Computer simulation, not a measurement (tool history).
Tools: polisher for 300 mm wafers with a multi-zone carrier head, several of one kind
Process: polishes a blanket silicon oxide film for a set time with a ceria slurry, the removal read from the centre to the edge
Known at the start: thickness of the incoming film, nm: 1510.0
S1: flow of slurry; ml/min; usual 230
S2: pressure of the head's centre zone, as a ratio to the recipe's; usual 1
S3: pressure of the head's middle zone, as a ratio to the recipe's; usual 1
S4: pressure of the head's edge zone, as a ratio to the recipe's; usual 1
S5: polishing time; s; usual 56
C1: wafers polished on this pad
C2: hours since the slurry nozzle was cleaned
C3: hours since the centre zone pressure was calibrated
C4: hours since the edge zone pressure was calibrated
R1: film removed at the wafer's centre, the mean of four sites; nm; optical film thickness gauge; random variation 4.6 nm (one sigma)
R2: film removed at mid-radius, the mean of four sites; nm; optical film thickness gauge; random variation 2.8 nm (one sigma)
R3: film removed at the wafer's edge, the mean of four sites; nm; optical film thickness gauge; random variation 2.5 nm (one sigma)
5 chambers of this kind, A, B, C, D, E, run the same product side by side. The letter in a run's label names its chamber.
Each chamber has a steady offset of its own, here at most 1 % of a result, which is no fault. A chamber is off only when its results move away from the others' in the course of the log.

run   hour   S1    S2    S3  S4  S5    C1     C2     C3      C4      R1      R2      R3
         1  -- chamber C: slurry nozzle cleaned
         9  -- chamber E: worn pad replaced by a new one
 1A   11.3  230     1     1   1  56   470   56.4    482  1011.9  316.95  313.81  319.79
      15.3  -- chamber E: slurry nozzle cleaned
 2D   25.6  230     1     1   1  56   995    142  299.9    45.6  314.58   313.4  310.26
      35.4  -- chamber B: worn pad replaced by a new one
 3B     36  230     1     1   1  56     7  106.7  462.3   294.3  318.08  313.95  317.69
      46.2  -- chamber E: centre zone pressure recalibrated
 4E   52.3  230     1     1   1  56   497     37    6.1   442.2  322.04  319.34  315.89
      56.1  -- chamber E: edge zone pressure recalibrated
        60  -- chamber D: worn pad replaced by a new one
      60.9  -- chamber C: worn pad replaced by a new one
      66.8  -- chamber A: worn pad replaced by a new one
 5C   68.5  230  1.09     1   1  56    88   67.5  352.2   475.9   343.6  320.09  314.81
 6A     82  230  1.09     1   1  56   175  127.1  552.7  1082.6  350.72  318.56  321.31
      83.6  -- chamber A: edge zone pressure recalibrated
 7C   97.9  230  1.09     1   1  56   425   96.9  381.6   505.3  353.53  319.46  318.09
 8E  113.6  230  1.09     1   1  56  1201   98.3   67.4    57.5   346.3  313.37  319.21
     121.4  -- chamber E: worn pad replaced by a new one
     123.5  -- chamber B: worn pad replaced by a new one
 9B  127.3  230  1.09     1   1  56    44    198  553.6   385.6  347.52  316.14  318.61
10D  143.4  230     1     1   1  56   957  259.8  417.7   163.4  312.92   316.4  311.24
     150.8  -- chamber A: worn pad replaced by a new one
     154.8  -- chamber C: worn pad replaced by a new one
11D  159.6  230     1  1.05   1  56  1143    276  433.9   179.6  319.64  329.34  316.22
     169.4  -- chamber D: worn pad replaced by a new one
12E  171.6  230     1  1.05   1  56   577  156.3  125.4   115.5  315.82  333.57  312.64
     173.8  -- chamber B: edge zone pressure recalibrated
13C  181.4  230     1  1.05   1  56   306  180.4  465.1   588.8  317.16  336.43  316.49
     183.9  -- chamber A: slurry nozzle cleaned
14B  195.4  230     1  1.05   1  56   825  266.1  621.7    21.6  315.17   324.3  314.78
15A  210.7  230     1  1.05   1  56   687   26.8  681.4   127.1   326.8  335.55  317.55
     211.7  -- chamber B: worn pad replaced by a new one
16C  223.2  230     1     1   1  56   785  222.2  506.9   630.6  315.67  317.77  317.15
     233.4  -- chamber C: worn pad replaced by a new one
17B  234.9  230     1     1   1  56   267  305.6  661.2    61.1  309.33  310.86  312.68
     246.9  -- chamber E: worn pad replaced by a new one
     248.7  -- chamber A: worn pad replaced by a new one
18E    249  230     1     1   1  56    24  233.7  202.8   192.9  320.93  313.77  315.54
19D  259.4  230     1     1   1  56  1033  375.8  533.7   279.4  304.35   315.8  315.26
20A  271.4  230     1     1   1  56   261   87.5  742.1   187.8  314.04  314.11  316.97
21C  282.1  230     1     1   1  56   560  281.1  565.8   689.5  314.31   311.9  315.38
       289  -- chamber D: worn pad replaced by a new one
     290.6  -- chamber C: edge zone pressure recalibrated
     293.9  -- chamber B: worn pad replaced by a new one
22B  293.9  230     1     1   1  56     0  364.6  720.2   120.1  319.53  313.73  313.48
23D  304.8  230     1     1   1  56   182  421.2  579.1   324.8  310.83   317.6  312.19
     316.4  -- chamber C: worn pad replaced by a new one
24A    318  160     1     1   1  56   796  134.1  788.7   234.4  292.69  301.22  308.56
     331.4  -- chamber A: worn pad replaced by a new one
25E  333.1  160     1     1   1  56   990  317.8  286.9     277  298.33  298.05  300.85
     342.3  -- chamber B: slurry nozzle cleaned
26D  342.8  160     1     1   1  56   618  459.2  617.1   362.8  279.56  290.84  304.17
27A  353.2  160     1     1   1  56   250  169.3  823.9   269.6  297.71  301.15   299.9
       354  -- chamber E: worn pad replaced by a new one
28C  368.5  160     1     1   1  56   598  367.5  652.2    77.9  293.93   302.5  306.24
     374.3  -- chamber E: centre zone pressure recalibrated
29B  381.9  230     1     1   1  56  1010   39.6  808.2   208.1  322.68     313  307.53
30E  394.2  230     1     1   1  56   462  378.9   19.9   338.1  313.93  310.33  319.88
     399.1  -- chamber C: worn pad replaced by a new one
31A  406.6  230     1     1   1  56   863  222.7  877.3     323  317.66  318.96  315.45
     416.8  -- chamber C: slurry nozzle cleaned
32C  418.8  230     1     1   1  56   226    2.1  702.5   128.2  314.26  318.75  315.68
     422.8  -- chamber D: worn pad replaced by a new one
33D  435.3  230     1     1   1  56   143  551.7  709.6   455.3  296.46  315.66  312.21

Next, every chamber runs the same settings. What will each give?
34A  447.1  230   1   1  0.96  56                   ?   ?   ?
34B  447.1  230   1   1  0.96  56                   ?   ?   ?
34C  447.1  230   1   1  0.96  56                   ?   ?   ?
34D  447.1  230   1   1  0.96  56                   ?   ?   ?
34E  447.1  230   1   1  0.96  56                   ?   ?   ?

run      R1      R2      R3
34A  316.05  315.01  307.63
34B  304.87  305.16  303.06
34C  317.96  322.17  314.37
34D   297.4  314.21  305.65
34E   317.9  316.85  311.39
